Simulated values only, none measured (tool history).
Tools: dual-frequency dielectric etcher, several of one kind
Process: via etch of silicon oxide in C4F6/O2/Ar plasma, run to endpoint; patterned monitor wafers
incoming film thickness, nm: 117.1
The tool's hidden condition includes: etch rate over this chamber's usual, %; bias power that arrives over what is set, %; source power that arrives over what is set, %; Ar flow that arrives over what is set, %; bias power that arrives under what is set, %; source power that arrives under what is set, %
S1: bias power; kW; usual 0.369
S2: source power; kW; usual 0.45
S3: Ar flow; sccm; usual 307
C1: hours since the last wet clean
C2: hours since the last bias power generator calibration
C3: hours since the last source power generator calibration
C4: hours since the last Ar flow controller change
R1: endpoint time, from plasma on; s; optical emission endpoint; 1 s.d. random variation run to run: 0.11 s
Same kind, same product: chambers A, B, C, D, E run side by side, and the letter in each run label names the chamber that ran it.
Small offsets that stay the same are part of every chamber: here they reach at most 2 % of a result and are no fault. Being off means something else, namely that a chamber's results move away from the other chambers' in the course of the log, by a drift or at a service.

{"hour": 1.8, "done": "chamber D: Ar flow controller replaced"}
{"run": "1E", "hour": 4.7, "S1": 0.369, "S2": 0.45, "S3": 307, "C1": 15, "C2": 1371.3, "C3": 155.9, "C4": 1957.4, "R1": 27.598}
{"run": "2C", "hour": 12.1, "S1": 0.369, "S2": 0.45, "S3": 307, "C1": 467.4, "C2": 3018.9, "C3": 3259.4, "C4": 392, "R1": 27.335}
{"run": "3A", "hour": 18.9, "S1": 0.369, "S2": 0.45, "S3": 307, "C1": 381.8, "C2": 380.7, "C3": 179.3, "C4": 1949.3, "R1": 27.197}
{"run": "4B", "hour": 22.7, "S1": 0.369, "S2": 0.45, "S3": 307, "C1": 188, "C2": 536.1, "C3": 117.6, "C4": 2483.3, "R1": 28.067}
{"run": "5D", "hour": 26.6, "S1": 0.369, "S2": 0.45, "S3": 307, "C1": 446.6, "C2": 3536.9, "C3": 1278.7, "C4": 24.9, "R1": 27.793}
{"run": "6D", "hour": 30.7, "S1": 0.369, "S2": 0.45, "S3": 307, "C1": 450.7, "C2": 3541, "C3": 1282.8, "C4": 29, "R1": 27.488}
{"run": "7C", "hour": 34.5, "S1": 0.369, "S2": 0.45, "S3": 307, "C1": 489.8, "C2": 3041.3, "C3": 3281.8, "C4": 414.4, "R1": 27.39}
{"run": "8B", "hour": 39.5, "S1": 0.369, "S2": 0.45, "S3": 307, "C1": 204.8, "C2": 552.9, "C3": 134.4, "C4": 2500.1, "R1": 28.005}
{"run": "9E", "hour": 48.1, "S1": 0.369, "S2": 0.45, "S3": 307, "C1": 58.4, "C2": 1414.7, "C3": 199.3, "C4": 2000.8, "R1": 27.55}
{"run": "10A", "hour": 53.5, "S1": 0.369, "S2": 0.45, "S3": 376, "C1": 416.4, "C2": 415.3, "C3": 213.9, "C4": 1983.9, "R1": 27.766}
{"run": "11B", "hour": 57.5, "S1": 0.369, "S2": 0.45, "S3": 376, "C1": 222.8, "C2": 570.9, "C3": 152.4, "C4": 2518.1, "R1": 28.477}
{"run": "12E", "hour": 62.1, "S1": 0.369, "S2": 0.45, "S3": 376, "C1": 72.4, "C2": 1428.7, "C3": 213.3, "C4": 2014.8, "R1": 28.266}
{"run": "13C", "hour": 69.4, "S1": 0.369, "S2": 0.45, "S3": 376, "C1": 524.7, "C2": 3076.2, "C3": 3316.7, "C4": 449.3, "R1": 27.895}
{"run": "14D", "hour": 75.0, "S1": 0.369, "S2": 0.45, "S3": 376, "C1": 495, "C2": 3585.3, "C3": 1327.1, "C4": 73.3, "R1": 28.127}
{"run": "15A", "hour": 81.2, "S1": 0.316, "S2": 0.45, "S3": 307, "C1": 444.1, "C2": 443, "C3": 241.6, "C4": 2011.6, "R1": 28.835}
{"run": "16C", "hour": 89.2, "S1": 0.316, "S2": 0.45, "S3": 307, "C1": 544.5, "C2": 3096, "C3": 3336.5, "C4": 469.1, "R1": 28.966}
{"hour": 92.5, "done": "chamber C: wet clean of the chamber"}
{"run": "17D", "hour": 95.4, "S1": 0.316, "S2": 0.45, "S3": 307, "C1": 515.4, "C2": 3605.7, "C3": 1347.5, "C4": 93.7, "R1": 29.186}
{"run": "18E", "hour": 100.3, "S1": 0.316, "S2": 0.45, "S3": 307, "C1": 110.6, "C2": 1466.9, "C3": 251.5, "C4": 2053, "R1": 29.062}
{"run": "19A", "hour": 107.5, "S1": 0.316, "S2": 0.45, "S3": 307, "C1": 470.4, "C2": 469.3, "C3": 267.9, "C4": 2037.9, "R1": 28.66}
{"run": "20B", "hour": 114.3, "S1": 0.369, "S2": 0.45, "S3": 307, "C1": 279.6, "C2": 627.7, "C3": 209.2, "C4": 2574.9, "R1": 28.184}
{"run": "21A", "hour": 122.6, "S1": 0.369, "S2": 0.45, "S3": 307, "C1": 485.5, "C2": 484.4, "C3": 283, "C4": 2053, "R1": 27.192}
{"run": "22E", "hour": 130.0, "S1": 0.369, "S2": 0.45, "S3": 307, "C1": 140.3, "C2": 1496.6, "C3": 281.2, "C4": 2082.7, "R1": 27.488}
{"run": "23B", "hour": 135.0, "S1": 0.369, "S2": 0.45, "S3": 307, "C1": 300.3, "C2": 648.4, "C3": 229.9, "C4": 2595.6, "R1": 28.073}
{"hour": 138.8, "done": "chamber A: wet clean of the chamber"}
{"run": "24C", "hour": 142.8, "S1": 0.369, "S2": 0.45, "S3": 307, "C1": 50.3, "C2": 3149.6, "C3": 3390.1, "C4": 522.7, "R1": 27.1}
{"hour": 147.1, "done": "chamber C: source power generator calibrated"}
{"run": "25D", "hour": 150.4, "S1": 0.369, "S2": 0.45, "S3": 307, "C1": 570.4, "C2": 3660.7, "C3": 1402.5, "C4": 148.7, "R1": 27.59}
{"run": "26C", "hour": 157.7, "S1": 0.369, "S2": 0.45, "S3": 307, "C1": 65.2, "C2": 3164.5, "C3": 10.7, "C4": 537.6, "R1": 27.439}
{"run": "27D", "hour": 164.9, "S1": 0.369, "S2": 0.54, "S3": 362, "C1": 584.9, "C2": 3675.2, "C3": 1417, "C4": 163.2, "R1": 26.284}
{"run": "28B", "hour": 171.5, "S1": 0.369, "S2": 0.54, "S3": 362, "C1": 336.8, "C2": 684.9, "C3": 266.4, "C4": 2632.1, "R1": 26.445}
{"run": "29E", "hour": 179.3, "S1": 0.369, "S2": 0.54, "S3": 362, "C1": 189.6, "C2": 1545.9, "C3": 330.5, "C4": 2132, "R1": 26.174}
{"run": "30A", "hour": 185.6, "S1": 0.369, "S2": 0.54, "S3": 362, "C1": 46.8, "C2": 547.4, "C3": 346, "C4": 2116, "R1": 24.784}
{"hour": 192.9, "done": "chamber D: wet clean of the chamber"}
{"run": "31A", "hour": 193.4, "S1": 0.369, "S2": 0.54, "S3": 362, "C1": 54.6, "C2": 555.2, "C3": 353.8, "C4": 2123.8, "R1": 24.788}
{"run": "32D", "hour": 200.7, "S1": 0.369, "S2": 0.45, "S3": 307, "C1": 7.9, "C2": 3711, "C3": 1452.8, "C4": 199, "R1": 27.546}
{"run": "33E", "hour": 209.3, "S1": 0.369, "S2": 0.45, "S3": 362, "C1": 219.6, "C2": 1575.9, "C3": 360.5, "C4": 2162, "R1": 28.132}
{"hour": 213.7, "done": "chamber E: bias power generator calibrated"}
{"run": "34C", "hour": 213.8, "S1": 0.369, "S2": 0.45, "S3": 362, "C1": 121.3, "C2": 3220.6, "C3": 66.8, "C4": 593.7, "R1": 27.807}
{"run": "35B", "hour": 218.8, "S1": 0.369, "S2": 0.45, "S3": 362, "C1": 384.1, "C2": 732.2, "C3": 313.7, "C4": 2679.4, "R1": 28.599}
{"run": "36C", "hour": 225.7, "S1": 0.369, "S2": 0.45, "S3": 362, "C1": 133.2, "C2": 3232.5, "C3": 78.7, "C4": 605.6, "R1": 28.01}
{"run": "37A", "hour": 230.4, "S1": 0.369, "S2": 0.45, "S3": 362, "C1": 91.6, "C2": 592.2, "C3": 390.8, "C4": 2160.8, "R1": 26.4}
{"run": "38E", "hour": 234.2, "S1": 0.369, "S2": 0.45, "S3": 307, "C1": 244.5, "C2": 20.6, "C3": 385.4, "C4": 2186.9, "R1": 27.489}
{"hour": 234.6, "done": "chamber B: wet clean of the chamber"}
{"run": "39D", "hour": 241.8, "S1": 0.369, "S2": 0.45, "S3": 307, "C1": 49, "C2": 3752.1, "C3": 1493.9, "C4": 240.1, "R1": 27.474}
{"run": "40B", "hour": 247.5, "S1": 0.369, "S2": 0.45, "S3": 307, "C1": 13, "C2": 760.9, "C3": 342.4, "C4": 2708.1, "R1": 27.956}
{"run": "41A", "hour": 252.7, "S1": 0.369, "S2": 0.45, "S3": 307, "C1": 113.9, "C2": 614.5, "C3": 413.1, "C4": 2183.1, "R1": 26.129}
{"hour": 255.0, "done": "chamber D: source power generator calibrated"}
{"run": "42E", "hour": 257.6, "S1": 0.369, "S2": 0.45, "S3": 307, "C1": 267.9, "C2": 44, "C3": 408.8, "C4": 2210.3, "R1": 27.731}
{"run": "43D", "hour": 262.9, "S1": 0.369, "S2": 0.45, "S3": 307, "C1": 70.1, "C2": 3773.2, "C3": 8, "C4": 261.2, "R1": 27.637}

Decide between three cases: one chamber stands off from its peers, the gauge reading all wafers drifts, or nothing is wrong past each chamber's small offset. Where a chamber is off, say which and what most likely put it there.

The work done on chamber A during a service left it standing apart from the others.
Cause: etch rate over this chamber's usual, % = 4.14.

Chamber A could run next with any of the 4 candidate recipes listed below; each alters the usual settings, and their results appear as question marks. Which one brings its results back in line with what the other chambers deliver on the usual settings?
A result is in line if it is within this distance of the other chambers' mean on the usual settings: R1 0.4 s
{"run": "44A-1", "hour": 269.1, "S1": 0.43, "S2": 0.45, "S3": 307, "R1": "?"}
{"run": "44A-2", "hour": 269.1, "S1": 0.369, "S2": 0.45, "S3": 234, "R1": "?"}
{"run": "44A-3", "hour": 269.1, "S1": 0.357, "S2": 0.43, "S3": 310, "R1": "?"}
{"run": "44A-4", "hour": 269.1, "S1": 0.34, "S2": 0.41, "S3": 307, "R1": "?"}

On the usual settings, the other chambers give on average: R1 27.684 s
run=44A-1 R1=24.681
run=44A-2 R1=25.319
run=44A-3 R1=26.878
run=44A-4 R1=27.819
Change 44A-4 lands the chamber within the allowed miss of the other chambers.

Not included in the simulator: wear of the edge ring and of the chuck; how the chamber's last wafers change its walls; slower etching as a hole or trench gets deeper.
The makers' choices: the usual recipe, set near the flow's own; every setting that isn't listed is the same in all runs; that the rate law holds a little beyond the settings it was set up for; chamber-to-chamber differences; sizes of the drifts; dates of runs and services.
